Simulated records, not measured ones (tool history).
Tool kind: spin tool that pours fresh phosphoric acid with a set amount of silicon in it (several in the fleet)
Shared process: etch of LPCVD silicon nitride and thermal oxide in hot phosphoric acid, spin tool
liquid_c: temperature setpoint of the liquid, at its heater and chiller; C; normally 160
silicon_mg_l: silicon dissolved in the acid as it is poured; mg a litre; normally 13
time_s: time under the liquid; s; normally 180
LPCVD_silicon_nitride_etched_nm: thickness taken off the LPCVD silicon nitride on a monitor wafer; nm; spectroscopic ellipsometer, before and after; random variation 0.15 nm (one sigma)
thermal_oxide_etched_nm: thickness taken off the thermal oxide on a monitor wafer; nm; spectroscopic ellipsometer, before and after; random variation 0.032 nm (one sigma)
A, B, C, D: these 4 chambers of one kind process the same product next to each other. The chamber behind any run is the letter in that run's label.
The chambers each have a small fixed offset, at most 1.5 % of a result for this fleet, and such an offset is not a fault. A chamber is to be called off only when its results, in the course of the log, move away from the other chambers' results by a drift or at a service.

run   hour  liquid_c  silicon_mg_l  time_s  read-back film thickness of the LPCVD silicon nitride reference wafer, read on the same gauge (nm)  read-back film thickness of the thermal oxide reference wafer, read on the same gauge (nm)  LPCVD_silicon_nitride_etched_nm  thermal_oxide_etched_nm
 1B    7.4       160            13     180                                                                                              130.01                                                                                      110.02                           16.638                  0.32866
 2C   13.5       160            13     180                                                                                              129.98                                                                                      109.99                           16.753                  0.39491
 3D   21.3       160            13     180                                                                                              130.02                                                                                      109.99                           16.074                  0.36483
 4A   29.1       160            13     180                                                                                              129.95                                                                                      110.02                           16.696                  0.33377
 5C     34       160            13     180                                                                                              130.02                                                                                      109.97                           16.865                  0.35353
 6A   41.3       160            18     180                                                                                              130.04                                                                                      110.03                           16.577                  0.31499
 7B   48.7       160            18     180                                                                                              129.95                                                                                         110                           16.539                  0.30318
 8D   57.4       160            18     180                                                                                                 130                                                                                      109.97                           16.343                  0.33108
 9B   62.4       160            18     180                                                                                              129.98                                                                                      110.01                           16.647                  0.35233
10C   67.5       160            13     180                                                                                              129.96                                                                                         110                           16.727                    0.387
11A   72.7       160            13     145                                                                                              129.93                                                                                      109.98                           13.403                  0.25873
12D   79.6       160            13     145                                                                                                 130                                                                                      109.97                           13.072                  0.31656
13C   85.4       160            13     145                                                                                              130.01                                                                                         110                           13.303                  0.31298
14B   90.8       160            13     145                                                                                              130.01                                                                                      110.02                           13.632                  0.28976
15D   94.8       160            13     180                                                                                              129.98                                                                                      109.97                           16.352                  0.36149
16A    101       160            13     180                                                                                              130.01                                                                                      110.01                           16.692                  0.38248
17A  108.8       160            13     180                                                                                                 130                                                                                      109.98                            16.71                  0.35595
18D  114.7       160            13     180                                                                                              129.96                                                                                      109.97                           16.435                  0.30062
19B  120.9       160            13     180                                                                                              129.99                                                                                      110.01                           16.554                  0.41631
20C  127.2       160            13     265                                                                                              130.08                                                                                      110.02                            24.68                   0.5362
21D  134.8       160            13     265                                                                                              130.02                                                                                      110.02                           24.056                  0.55557
22A  140.1       160            13     265                                                                                              130.02                                                                                      110.02                           24.468                  0.53244
23C  148.5       160            13     265                                                                                              129.96                                                                                      109.99                           24.684                   0.5732
24B  154.1       160            13     180                                                                                              130.01                                                                                      110.03                           16.364                  0.43446
25A  158.4       160           8.5      75                                                                                              130.02                                                                                      109.98                           6.9168                  0.18843
26B  164.8       160           8.5      75                                                                                              130.04                                                                                      109.98                           6.8581                  0.18909
27D  168.9       160           8.5      75                                                                                              130.01                                                                                         110                           6.8233                  0.18339
28C  177.5       160           8.5      75                                                                                                 130                                                                                      109.99                            6.902                  0.16943

The same settings go to every chamber for the next run, one line per chamber below. Forecast the results for each:
29A  183.8     161.5            13     180                                                                                                                                                                                                                                ?                        ?
29B  183.8     161.5            13     180                                                                                                                                                                                                                                ?                        ?
29C  183.8     161.5            13     180                                                                                                                                                                                                                                ?                        ?
29D  183.8     161.5            13     180                                                                                                                                                                                                                                ?                        ?

run  LPCVD_silicon_nitride_etched_nm  thermal_oxide_etched_nm
29A                           17.747                  0.39839
29B                           17.498                  0.35634
29C                           17.651                  0.39621
29D                           17.008                  0.39425
